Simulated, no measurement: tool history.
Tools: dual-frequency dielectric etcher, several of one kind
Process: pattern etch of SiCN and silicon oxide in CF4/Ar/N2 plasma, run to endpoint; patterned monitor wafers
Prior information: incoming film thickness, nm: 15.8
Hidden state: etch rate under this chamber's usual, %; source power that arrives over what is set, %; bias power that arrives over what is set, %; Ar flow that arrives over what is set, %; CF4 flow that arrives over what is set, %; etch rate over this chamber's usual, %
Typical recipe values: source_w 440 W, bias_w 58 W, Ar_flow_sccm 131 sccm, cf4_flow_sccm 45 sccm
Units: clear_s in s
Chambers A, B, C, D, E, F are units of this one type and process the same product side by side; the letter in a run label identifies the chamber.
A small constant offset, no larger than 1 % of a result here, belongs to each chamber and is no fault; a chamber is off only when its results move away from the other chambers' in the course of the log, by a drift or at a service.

run     day  source_w  bias_w  Ar_flow_sccm  cf4_flow_sccm  hours since the last wet clean  hours since the last source power generator calibration  hours since the last bias power generator calibration  hours since the last Ar flow controller change  hours since the last CF4 flow controller change  clear_s
 1C    0.45       440      58           131             45                           617.7                                                   1578.7                                                 2699.7                                            1088                                           2222.3   22.738
 2B   0.746       440      58           131             45                           208.1                                                   1143.6                                                  843.1                                            2328                                           1678.9   22.799
 3A   1.196       440      58           131             45                           400.6                                                     1079                                                  622.1                                          3225.7                                            201.6   22.813
      1.333  -- chamber C: wet clean of the chamber
 4D   1.567       440      58           131             45                            46.9                                                   1380.3                                                 3745.7                                          1855.2                                           4456.5   22.805
 5F   2.067       440      58           131             45                           356.3                                                     2589                                                 1796.3                                          2308.3                                            643.1   22.742
 6E   2.604       440      58           131             45                             182                                                     84.3                                                 1484.2                                          1869.1                                              790   22.916
 7E   2.979       440      58           131             45                             191                                                     93.3                                                 1493.2                                          1878.1                                              799   22.972
 8F   3.525       440      58           155             56                           391.3                                                     2624                                                 1831.3                                          2343.3                                            678.1   22.565
 9C   3.908       440      58           155             56                            61.8                                                   1661.7                                                 2782.7                                            1171                                           2305.3   22.356
      4.267  -- chamber E: Ar flow controller replaced
10D   4.517       440      58           155             56                           117.7                                                   1451.1                                                 3816.5                                            1926                                           4527.3   22.752
11A   5.146       440      58           155             56                           495.4                                                   1173.8                                                  716.9                                          3320.5                                            296.4   22.495
12B   5.562       440      58           155             56                           323.7                                                   1259.2                                                  958.7                                          2443.6                                           1794.5   22.544
      5.821  -- chamber B: wet clean of the chamber
13D   5.962       440      58           155             56                           152.4                                                   1485.8                                                 3851.2                                          1960.7                                             4562   22.612
       6.05  -- chamber F: Ar flow controller replaced
14A    6.55       490      67           131             45                           529.1                                                   1207.5                                                  750.6                                          3354.2                                            330.1   19.862
15F   7.142       490      67           131             45                           478.1                                                   2710.8                                                 1918.1                                            26.3                                            764.9   19.687
16C   7.646       490      67           131             45                           151.5                                                   1751.4                                                 2872.4                                          1260.7                                             2395   19.718
17B   8.271       490      67           131             45                            58.8                                                   1324.2                                                 1023.7                                          2508.6                                           1859.5   19.758
18E   8.892       490      67           131             45                           332.9                                                    235.2                                                 1635.1                                             111                                            940.9   19.887
19F   9.233       490      67           131             45                           528.3                                                     2761                                                 1968.3                                            76.5                                            815.1    19.76
      9.371  -- chamber A: wet clean of the chamber
      9.375  -- chamber F: source power generator calibrated
      9.625  -- chamber D: bias power generator calibrated
20E   9.721       440      58           131             45                           352.8                                                    255.1                                                   1655                                           130.9                                            960.8   22.863
21C  10.288       440      58           131             45                           214.9                                                   1814.8                                                 2935.8                                          1324.1                                           2458.4   22.659
22A  10.642       440      58           131             45                            30.5                                                   1305.7                                                  848.8                                          3452.4                                            428.3    23.65
     10.708  -- chamber F: wet clean of the chamber
23D  10.929       440      58           131             45                           271.6                                                     1605                                                   31.4                                          2079.9                                           4681.2   22.803
24B  11.575       440      58           131             45                           138.1                                                   1403.5                                                   1103                                          2587.9                                           1938.8   22.641
     11.783  -- chamber E: bias power generator calibrated
25F  11.908       440      58           131             45                            28.8                                                     60.8                                                 2032.5                                           140.7                                            879.3   22.933
26E  12.488       440      58           131             45                           419.2                                                    321.5                                                     17                                           197.3                                           1027.2   22.934
     12.571  -- chamber C: source power generator calibrated
27D  12.825       440      58           131             45                           317.1                                                   1650.5                                                   76.9                                          2125.4                                           4726.7   22.834
28A  13.429       440      58           131             45                            97.4                                                   1372.6                                                  915.7                                          3519.3                                            495.2   23.693
29C  14.017       440      58           131             45                           304.4                                                     34.8                                                 3025.3                                          1413.6                                           2547.9   22.807
30B  14.333       440      58           131             45                           204.3                                                   1469.7                                                 1169.2                                          2654.1                                             2005    22.71
31A    14.8       440      58           131             45                           130.3                                                   1405.5                                                  948.6                                          3552.2                                            528.1   23.628
32C  15.292       440      58           131             45                             335                                                     65.4                                                 3055.9                                          1444.2                                           2578.5   22.888
33F  15.908       440      58           131             45                           124.8                                                    156.8                                                 2128.5                                           236.7                                            975.3   22.874
34B  16.308       440      58           131             45                           251.7                                                   1517.1                                                 1216.6                                          2701.5                                           2052.4   22.852
35D  16.733       440      58           131             45                           410.9                                                   1744.3                                                  170.7                                          2219.2                                           4820.5   22.796
36E  17.138       440      58           131             45                           530.8                                                    433.1                                                  128.6                                           308.9                                           1138.8   22.899
37D  17.725       440      58           131             45                           434.7                                                   1768.1                                                  194.5                                            2243                                           4844.3   22.948
     17.962  -- chamber A: source power generator calibrated
38F  18.079       440      58           131             45                           176.9                                                    208.9                                                 2180.6                                           288.8                                           1027.4   22.796
39A  18.512       440      58           131             45                           219.4                                                     13.2                                                 1037.7                                          3641.3                                            617.2   23.574
40C  18.804       440      58           131             45                           419.3                                                    149.7                                                 3140.2                                          1528.5                                           2662.8   22.761
41B   19.35       440      58           131             45                           324.7                                                   1590.1                                                 1289.6                                          2774.5                                           2125.4   22.815
42E  19.842       440      58           131             45                           595.7                                                      498                                                  193.5                                           373.8                                           1203.7   22.929

For the next run the whole fleet of 6 chambers uses the same settings. Give each chamber's results:
43A  20.308       440      58           131             45                                                                                                                                                                                                                                                         ?
43B  20.308       440      58           131             45                                                                                                                                                                                                                                                         ?
43C  20.308       440      58           131             45                                                                                                                                                                                                                                                         ?
43D  20.308       440      58           131             45                                                                                                                                                                                                                                                         ?
43E  20.308       440      58           131             45                                                                                                                                                                                                                                                         ?
43F  20.308       440      58           131             45                                                                                                                                                                                                                                                         ?

run  clear_s
43A   23.579
43B   22.725
43C   22.728
43D   23.035
43E    22.87
43F   22.904
